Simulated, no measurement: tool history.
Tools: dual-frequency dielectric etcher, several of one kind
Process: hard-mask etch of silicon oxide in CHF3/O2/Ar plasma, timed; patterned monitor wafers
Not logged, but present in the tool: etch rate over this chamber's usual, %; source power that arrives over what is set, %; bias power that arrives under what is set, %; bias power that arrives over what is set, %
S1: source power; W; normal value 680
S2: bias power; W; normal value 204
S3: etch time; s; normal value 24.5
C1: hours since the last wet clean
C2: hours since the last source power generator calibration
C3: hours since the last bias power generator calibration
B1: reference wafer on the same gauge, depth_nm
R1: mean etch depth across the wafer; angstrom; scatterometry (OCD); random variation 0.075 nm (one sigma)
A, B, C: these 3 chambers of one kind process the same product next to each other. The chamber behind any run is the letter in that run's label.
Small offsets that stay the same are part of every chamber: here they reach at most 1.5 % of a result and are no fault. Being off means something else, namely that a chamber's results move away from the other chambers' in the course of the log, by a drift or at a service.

run	hour	S1	S2	S3	C1	C2	C3	B1	R1
1C	9.3	680	204	24.5	635.4	16.1	1271.7	52.707	523.63
2A	17.8	680	204	24.5	42.9	1681.1	900.3	52.721	523.35
3B	25.1	680	204	24.5	319.6	940.8	1045.4	52.718	531.73
# hour 25.2: chamber C: wet clean of the chamber
4C	32.4	680	204	24.5	7.2	39.2	1294.8	52.714	523.62
5B	43.5	680	204	24.5	338	959.2	1063.8	52.711	532.81
6A	57.9	800	167	24.5	83	1721.2	940.4	52.737	521.94
7A	66.5	800	167	24.5	91.6	1729.8	949	52.759	521.01
8B	78.9	800	167	24.5	373.4	994.6	1099.2	52.768	530.64
9C	93.6	680	204	24.5	68.4	100.4	1356	52.766	524.79
10C	103.7	680	204	24.5	78.5	110.5	1366.1	52.773	523.77
# hour 105.5: chamber B: wet clean of the chamber
11B	116.1	680	204	24.5	10.7	1031.8	1136.4	52.805	530.66
12A	125.8	680	204	24.5	150.9	1789.1	1008.3	52.802	524.87
13B	137.6	680	204	24.5	32.2	1053.3	1157.9	52.805	532.87
14C	145	680	204	24.5	119.8	151.8	1407.4	52.811	524.56
15A	159.7	610	204	24.5	184.8	1823	1042.2	52.853	504
16C	172.9	610	204	24.5	147.7	179.7	1435.3	52.854	503.92
17B	184.8	610	204	24.5	79.4	1100.5	1205.1	52.833	511.54
18A	199.9	680	204	24.5	225	1863.2	1082.4	52.828	524.07
19B	213.7	560	204	30.5	108.3	1129.4	1234	52.852	617.67
20C	225	560	204	30.5	199.8	231.8	1487.4	52.854	608.79
21A	236.4	560	204	30.5	261.5	1899.7	1118.9	52.883	605.81
22C	246	680	175	24.5	220.8	252.8	1508.4	52.9	498.07
23A	259.2	680	175	24.5	284.3	1922.5	1141.7	52.907	498.66
24B	269.1	680	175	24.5	163.7	1184.8	1289.4	52.901	505.75
25A	279.7	680	204	24.5	304.8	1943	1162.2	52.921	524.42
26B	287.4	680	204	24.5	182	1203.1	1307.7	52.916	535.92
27C	301.8	680	204	24.5	276.6	308.6	1564.2	52.917	525.39
28B	314	680	204	24.5	208.6	1229.7	1334.3	52.956	535.03
29A	324.1	680	204	24.5	349.2	1987.4	1206.6	52.961	526.74
30C	332.2	680	172	24.5	307	339	1594.6	52.94	496.6
31A	346.7	680	172	24.5	371.8	2010	1229.2	52.968	496.18
# hour 347.9: chamber A: wet clean of the chamber
32C	353.6	680	172	24.5	328.4	360.4	1616	52.959	498.26
33B	361.8	750	204	28	256.4	1277.5	1382.1	52.978	633.66
34A	371.2	750	204	28	23.3	2034.5	1253.7	52.986	623.08
35B	384.3	750	204	28	278.9	1300	1404.6	53.019	634.2

One chamber off, gauge drift, or nothing amiss beyond the chambers' own small offsets? If it is a chamber, which one, and what is the likeliest cause?

No chamber is off; the gauge reading every chamber's wafers drifts, which makes the whole fleet appear to move together.
What lies behind it: gauge reads high (%) = 0.581.

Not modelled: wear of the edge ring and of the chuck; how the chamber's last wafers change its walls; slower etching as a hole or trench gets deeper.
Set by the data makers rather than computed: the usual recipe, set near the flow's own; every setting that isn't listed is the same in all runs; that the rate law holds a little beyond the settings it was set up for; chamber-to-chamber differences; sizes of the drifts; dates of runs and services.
